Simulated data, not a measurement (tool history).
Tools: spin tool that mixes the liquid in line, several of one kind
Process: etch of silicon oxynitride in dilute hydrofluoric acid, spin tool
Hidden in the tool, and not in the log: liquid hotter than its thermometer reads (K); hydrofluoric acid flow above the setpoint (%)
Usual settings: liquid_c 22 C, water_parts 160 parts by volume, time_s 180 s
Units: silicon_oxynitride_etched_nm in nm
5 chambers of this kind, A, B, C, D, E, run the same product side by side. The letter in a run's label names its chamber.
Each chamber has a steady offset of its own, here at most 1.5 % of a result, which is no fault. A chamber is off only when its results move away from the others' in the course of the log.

| run | hour | liquid_c | water_parts | time_s | hours since the thermometer was replaced | hours since the hydrofluoric acid flow meter was replaced | read-back film thickness of the silicon oxynitride reference wafer, read on the same gauge (nm) | silicon_oxynitride_etched_nm |
|---|---|---|---|---|---|---|---|---|
| 1D | 12.5 | 22 | 160 | 180 | 772.4 | 1757.4 | 70 | 1.399 |
| 2B | 20.6 | 22 | 160 | 180 | 1961.7 | 101.3 | 69.989 | 1.4436 |
| 3A | 30.5 | 22 | 160 | 180 | 98.9 | 565.8 | 70.009 | 1.3744 |
| 4E | 36.9 | 22 | 160 | 180 | 441.3 | 289 | 70.007 | 1.4286 |
| 5C | 45.2 | 22 | 160 | 180 | 344.4 | 359.1 | 69.996 | 1.3949 |
|  | 47.4 | chamber D: thermometer replaced |
| 6A | 56.3 | 22 | 160 | 180 | 124.7 | 591.6 | 70.003 | 1.4117 |
| 7B | 69.1 | 18.5 | 160 | 250 | 2010.2 | 149.8 | 69.994 | 1.6695 |
| 8E | 77.1 | 18.5 | 160 | 250 | 481.5 | 329.2 | 70.009 | 1.6705 |
| 9D | 91.7 | 18.5 | 160 | 250 | 44.3 | 1836.6 | 69.998 | 1.6981 |
| 10C | 104.3 | 18.5 | 160 | 250 | 403.5 | 418.2 | 70.015 | 1.6282 |
| 11A | 118.2 | 18.5 | 160 | 250 | 186.6 | 653.5 | 70.013 | 1.6607 |
| 12C | 132.3 | 22 | 160 | 180 | 431.5 | 446.2 | 69.979 | 1.3957 |
| 13D | 144.5 | 22 | 160 | 180 | 97.1 | 1889.4 | 70.009 | 1.4546 |
| 14E | 153 | 22 | 160 | 180 | 557.4 | 405.1 | 70.019 | 1.3995 |
| 15B | 162.9 | 22 | 160 | 180 | 2104 | 243.6 | 69.978 | 1.4574 |
| 16B | 171.5 | 22 | 160 | 180 | 2112.6 | 252.2 | 70.001 | 1.4477 |
| 17C | 186.3 | 22 | 160 | 180 | 485.5 | 500.2 | 70.003 | 1.4274 |
| 18D | 198 | 22 | 160 | 180 | 150.6 | 1942.9 | 69.996 | 1.4296 |
| 19E | 207.5 | 22 | 160 | 180 | 611.9 | 459.6 | 70.023 | 1.4211 |
| 20A | 218.2 | 22 | 160 | 180 | 286.6 | 753.5 | 70.002 | 1.4284 |
| 21D | 227.2 | 22 | 160 | 180 | 179.8 | 1972.1 | 69.994 | 1.4036 |
| 22A | 238.1 | 22 | 160 | 180 | 306.5 | 773.4 | 69.988 | 1.4775 |
| 23E | 246.1 | 22 | 160 | 180 | 650.5 | 498.2 | 70.005 | 1.4191 |
| 24B | 254.4 | 22 | 130 | 110 | 2195.5 | 335.1 | 70.012 | 1.1067 |
| 25C | 267.9 | 22 | 130 | 110 | 567.1 | 581.8 | 70.001 | 1.0882 |
| 26A | 280 | 22 | 130 | 110 | 348.4 | 815.3 | 70.009 | 1.0893 |
| 27B | 293.8 | 22 | 130 | 110 | 2234.9 | 374.5 | 70.006 | 1.1192 |
|  | 304.1 | chamber E: hydrofluoric acid flow meter replaced |
| 28C | 304.3 | 22 | 130 | 110 | 603.5 | 618.2 | 70.016 | 1.0566 |
| 29E | 313.8 | 22 | 160 | 180 | 718.2 | 9.8 | 70.036 | 1.4307 |
|  | 321.6 | chamber B: thermometer replaced |
| 30D | 323.9 | 22 | 160 | 180 | 276.5 | 2068.8 | 70.005 | 1.4794 |
| 31E | 332.7 | 22 | 160 | 180 | 737.1 | 28.7 | 70.004 | 1.4869 |
| 32D | 342.7 | 22 | 160 | 180 | 295.3 | 2087.6 | 70.031 | 1.3976 |
| 33A | 351.9 | 22 | 160 | 180 | 420.3 | 887.2 | 70.015 | 1.4644 |
| 34C | 361.6 | 22 | 110 | 105 | 660.8 | 675.5 | 70.01 | 1.2409 |
| 35B | 371.1 | 22 | 110 | 105 | 49.5 | 451.8 | 69.987 | 1.2591 |
| 36E | 383.2 | 22 | 110 | 105 | 787.6 | 79.2 | 69.984 | 1.2157 |
| 37A | 397 | 22 | 110 | 105 | 465.4 | 932.3 | 69.993 | 1.2451 |
| 38D | 411.1 | 22 | 110 | 105 | 363.7 | 2156 | 70.008 | 1.2116 |
| 39B | 419.1 | 22 | 160 | 180 | 97.5 | 499.8 | 69.988 | 1.4698 |
| 40C | 426.2 | 22 | 160 | 180 | 725.4 | 740.1 | 70.011 | 1.4191 |
| 41E | 436.2 | 22 | 160 | 180 | 840.6 | 132.2 | 69.993 | 1.4107 |
| 42B | 443.1 | 22 | 160 | 180 | 121.5 | 523.8 | 70.005 | 1.4423 |

All 5 chambers run these settings next. Forecast each chamber's results:
| 43A | 453.8 | 22 | 115 | 180 |  |  |  | ? |
| 43B | 453.8 | 22 | 115 | 180 |  |  |  | ? |
| 43C | 453.8 | 22 | 115 | 180 |  |  |  | ? |
| 43D | 453.8 | 22 | 115 | 180 |  |  |  | ? |
| 43E | 453.8 | 22 | 115 | 180 |  |  |  | ? |

| run | silicon_oxynitride_etched_nm |
|---|---|
| 43A | 1.9662 |
| 43B | 1.9853 |
| 43C | 1.9929 |
| 43D | 2.0412 |
| 43E | 2.0024 |
